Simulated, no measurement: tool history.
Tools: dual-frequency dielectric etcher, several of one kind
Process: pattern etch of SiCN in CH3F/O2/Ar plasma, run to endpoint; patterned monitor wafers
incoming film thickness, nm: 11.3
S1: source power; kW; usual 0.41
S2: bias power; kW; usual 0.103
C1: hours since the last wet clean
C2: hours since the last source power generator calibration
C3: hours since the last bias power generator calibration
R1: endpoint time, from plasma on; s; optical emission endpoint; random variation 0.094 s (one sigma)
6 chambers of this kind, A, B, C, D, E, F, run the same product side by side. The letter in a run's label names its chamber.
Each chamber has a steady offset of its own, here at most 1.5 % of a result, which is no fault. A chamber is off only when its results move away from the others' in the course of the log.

Run 1F, hour 5.6: usual settings; C1 518.1; C2 1614.2; C3 2810.5. Result: R1 26.164 s.
Run 2C, hour 11.7: usual settings; C1 527.1; C2 2544.3; C3 2531.1. Result: R1 26.21 s.
Run 3B, hour 15.8: usual settings; C1 271; C2 2060.7; C3 1664. Result: R1 26.237 s.
Run 4D, hour 22: usual settings; C1 62.8; C2 4688.2; C3 4844.1. Result: R1 26.407 s.
At hour 24.3: chamber D: source power generator calibrated.
Run 5E, hour 26: usual settings; C1 41; C2 2513.9; C3 1118.9. Result: R1 25.825 s.
Run 6A, hour 32: usual settings; C1 512.5; C2 2186; C3 229. Result: R1 26.564 s.
At hour 32.5: chamber C: wet clean of the chamber.
Run 7E, hour 35.9: usual settings; C1 50.9; C2 2523.8; C3 1128.8. Result: R1 26.05 s.
Run 8F, hour 39.4: usual settings; C1 551.9; C2 1648; C3 2844.3. Result: R1 26.255 s.
Run 9D, hour 42.7: usual settings; C1 83.5; C2 18.5; C3 4864.8. Result: R1 26.079 s.
Run 10A, hour 49.4: usual settings; C1 529.9; C2 2203.4; C3 246.4. Result: R1 26.278 s.
Run 11C, hour 53.9: usual settings; C1 21.5; C2 2586.5; C3 2573.3. Result: R1 26.147 s.
At hour 56.3: chamber A: wet clean of the chamber.
Run 12B, hour 57.1: usual settings; C1 312.3; C2 2102; C3 1705.3. Result: R1 26.241 s.
Run 13C, hour 62.9: usual settings; C1 30.5; C2 2595.5; C3 2582.3. Result: R1 26.19 s.
Run 14F, hour 68.5: usual settings; C1 581; C2 1677.1; C3 2873.4. Result: R1 26.11 s.
Run 15D, hour 73.9: usual settings; C1 114.7; C2 49.7; C3 4896. Result: R1 26.252 s.
Run 16E, hour 78.2: usual settings; C1 93.2; C2 2566.1; C3 1171.1. Result: R1 26.031 s.
Run 17A, hour 83.4: usual settings; C1 27.1; C2 2237.4; C3 280.4. Result: R1 26.477 s.
Run 18B, hour 87.3: usual settings; C1 342.5; C2 2132.2; C3 1735.5. Result: R1 26.344 s.
Run 19D, hour 91.9: usual settings; C1 132.7; C2 67.7; C3 4914. Result: R1 26.318 s.
Run 20F, hour 97.1: usual settings; C1 609.6; C2 1705.7; C3 2902. Result: R1 26.322 s.
Run 21C, hour 100.6: usual settings; C1 68.2; C2 2633.2; C3 2620. Result: R1 26.165 s.
Run 22E, hour 107.4: usual settings; C1 122.4; C2 2595.3; C3 1200.3. Result: R1 26.006 s.
Run 23A, hour 110.6: usual settings; C1 54.3; C2 2264.6; C3 307.6. Result: R1 26.4 s.
Run 24B, hour 117.5: usual settings; C1 372.7; C2 2162.4; C3 1765.7. Result: R1 26.3 s.
Run 25E, hour 123.7: usual settings; C1 138.7; C2 2611.6; C3 1216.6. Result: R1 26.002 s.
Run 26C, hour 127.4: usual settings; C1 95; C2 2660; C3 2646.8. Result: R1 26.177 s.
Run 27D, hour 132.1: usual settings; C1 172.9; C2 107.9; C3 4954.2. Result: R1 26.202 s.
Run 28F, hour 136.6: usual settings; C1 649.1; C2 1745.2; C3 2941.5. Result: R1 26.144 s.
Run 29B, hour 139.9: usual settings; C1 395.1; C2 2184.8; C3 1788.1. Result: R1 26.349 s.
Run 30A, hour 145.8: usual settings; C1 89.5; C2 2299.8; C3 342.8. Result: R1 26.422 s.
Run 31A, hour 151.8: usual settings; C1 95.5; C2 2305.8; C3 348.8. Result: R1 26.325 s.
Run 32F, hour 157.3: usual settings; C1 669.8; C2 1765.9; C3 2962.2. Result: R1 26.208 s.
Run 33E, hour 161.6: usual settings but S1 0.31 kW, S2 0.114 kW; C1 176.6; C2 2649.5; C3 1254.5. Result: R1 27.749 s.
At hour 164.6: chamber B: wet clean of the chamber.
Run 34B, hour 165.3: usual settings but S1 0.31 kW, S2 0.114 kW; C1 0.8; C2 2210.2; C3 1813.5. Result: R1 28.003 s.
Run 35D, hour 169.9: usual settings but S1 0.31 kW, S2 0.114 kW; C1 210.7; C2 145.7; C3 4992. Result: R1 27.983 s.
Run 36C, hour 173.4: usual settings but S1 0.31 kW, S2 0.114 kW; C1 141; C2 2706; C3 2692.8. Result: R1 27.769 s.
At hour 173.5: chamber B: bias power generator calibrated.
Run 37F, hour 177: usual settings but S1 0.31 kW, S2 0.114 kW; C1 689.5; C2 1785.6; C3 2981.9. Result: R1 28.006 s.
Run 38D, hour 180.5: usual settings but S1 0.31 kW, S2 0.114 kW; C1 221.3; C2 156.3; C3 5002.6. Result: R1 27.841 s.
Run 39B, hour 186.2: usual settings; C1 21.7; C2 2231.1; C3 12.7. Result: R1 26.237 s.

All 6 chambers run these settings next. Forecast each chamber's results:
Run 40A, hour 191.2: usual settings. Result: R1 ?.
Run 40B, hour 191.2: usual settings. Result: R1 ?.
Run 40C, hour 191.2: usual settings. Result: R1 ?.
Run 40D, hour 191.2: usual settings. Result: R1 ?.
Run 40E, hour 191.2: usual settings. Result: R1 ?.
Run 40F, hour 191.2: usual settings. Result: R1 ?.

run      R1
40A  26.489
40B  26.255
40C  26.109
40D  26.265
40E  26.015
40F  26.106
